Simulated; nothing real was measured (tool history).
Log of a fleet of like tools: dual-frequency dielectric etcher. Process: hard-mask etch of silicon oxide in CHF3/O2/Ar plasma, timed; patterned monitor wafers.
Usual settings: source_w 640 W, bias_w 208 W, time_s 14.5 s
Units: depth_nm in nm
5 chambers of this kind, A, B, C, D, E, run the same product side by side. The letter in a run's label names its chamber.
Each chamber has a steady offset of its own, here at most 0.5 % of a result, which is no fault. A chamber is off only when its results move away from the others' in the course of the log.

run   hour  source_w  bias_w  time_s  hours since the last wet clean  hours since the last source power generator calibration  hours since the last bias power generator calibration  read-back reference wafer on the same gauge, depth_nm  depth_nm
 1B   13.1       640     208    14.5                           244.8                                                   2061.1                                                 1830.3                                                 26.003    30.730
 2E   19.4       640     208    14.5                           470.7                                                    951.2                                                 2940.9                                                 25.989    31.007
 3C   29.9       640     208    14.5                           174.6                                                   2657.3                                                 1099.7                                                 25.996    30.922
      39.1  -- chamber E: wet clean of the chamber
 4D   41.4       640     208    14.5                           176.7                                                   1359.2                                                 1055.6                                                 26.004    30.795
 5A   49.9       640     208    14.5                           169.2                                                     91.9                                                 1657.7                                                 25.988    30.858
 6C   59.4       640     208    14.5                           204.1                                                   2686.8                                                 1129.2                                                 25.989    30.915
 7B   65.7       640     208    14.5                           297.4                                                   2113.7                                                 1882.9                                                 26.022    30.840
 8A   78.0       640     208    14.5                           197.3                                                    120.0                                                 1685.8                                                 26.000    30.817
 9E   89.1       640     208    14.5                            50.1                                                   1020.9                                                 3010.6                                                 25.999    30.815
10D  102.7       640     208    14.5                           238.0                                                   1420.5                                                 1116.9                                                 25.990    30.731
11E  114.1       640     208    14.5                            75.1                                                   1045.9                                                 3035.6                                                 26.021    30.928
12D  126.9       640     208    14.5                           262.2                                                   1444.7                                                 1141.1                                                 26.009    30.924
     129.9  -- chamber B: source power generator calibrated
13B  134.5       640     208    14.5                           366.2                                                      4.7                                                 1951.7                                                 25.992    30.134
14C  145.4       640     208    14.5                           290.1                                                   2772.8                                                 1215.2                                                 26.000    30.874
     151.4  -- chamber B: wet clean of the chamber
15A  151.7       640     208    14.5                           271.0                                                    193.7                                                 1759.5                                                 26.020    30.762
16A  163.2       640     208    14.5                           282.5                                                    205.2                                                 1771.0                                                 26.000    30.913
17B  172.7       640     208    14.5                            21.4                                                     42.9                                                 1989.9                                                 26.008    30.290
18D  182.5       640     208    14.5                           317.8                                                   1500.3                                                 1196.7                                                 26.005    30.754
19E  194.1       640     208    14.5                           155.1                                                   1125.9                                                 3115.6                                                 25.991    31.010
20C  203.6       640     208    14.5                           348.3                                                   2831.0                                                 1273.4                                                 26.019    31.029
21C  215.0       640     208    14.5                           359.7                                                   2842.4                                                 1284.8                                                 26.001    30.845
22A  228.0       510     208    16.5                           347.3                                                    270.0                                                 1835.8                                                 26.003    32.241
23B  234.3       510     208    16.5                            83.0                                                    104.5                                                 2051.5                                                 26.002    31.748
     243.5  -- chamber C: source power generator calibrated
24E  243.5       510     208    16.5                           204.5                                                   1175.3                                                 3165.0                                                 25.993    32.152
25D  252.3       510     208    16.5                           387.6                                                   1570.1                                                 1266.5                                                 25.999    32.273
26A  258.6       510     208    16.5                           377.9                                                    300.6                                                 1866.4                                                 25.983    32.147
27C  269.8       640     208    14.5                           414.5                                                     26.3                                                 1339.6                                                 26.007    30.868
28D  276.5       640     208    14.5                           411.8                                                   1594.3                                                 1290.7                                                 26.008    30.798
     283.4  -- chamber A: wet clean of the chamber
29E  288.3       640     208    14.5                           249.3                                                   1220.1                                                 3209.8                                                 26.004    30.933
30B  298.3       550     258    14.5                           147.0                                                    168.5                                                 2115.5                                                 26.013    30.760
31B  310.5       550     258    14.5                           159.2                                                    180.7                                                 2127.7                                                 26.003    30.847
32A  316.9       550     258    14.5                            33.6                                                    358.9                                                 1924.7                                                 25.990    31.416
33D  323.4       550     258    14.5                           458.7                                                   1641.2                                                 1337.6                                                 26.009    31.355
34C  330.2       550     258    14.5                           474.9                                                     86.7                                                 1400.0                                                 25.987    31.475
35E  339.6       640     208    14.5                           300.6                                                   1271.4                                                 3261.1                                                 25.996    30.838
36E  347.7       730     190    14.5                           308.7                                                   1279.5                                                 3269.2                                                 26.011    31.545
37D  360.4       730     190    14.5                           495.7                                                   1678.2                                                 1374.6                                                 26.003    31.441

All 5 chambers run these settings next. Forecast each chamber's results:
38A  370.2       640     208    14.5                                                                                                                                                                                                                ?
38B  370.2       640     208    14.5                                                                                                                                                                                                                ?
38C  370.2       640     208    14.5                                                                                                                                                                                                                ?
38D  370.2       640     208    14.5                                                                                                                                                                                                                ?
38E  370.2       640     208    14.5                                                                                                                                                                                                                ?

run  depth_nm
38A    30.936
38B    30.425
38C    30.853
38D    30.751
38E    30.817
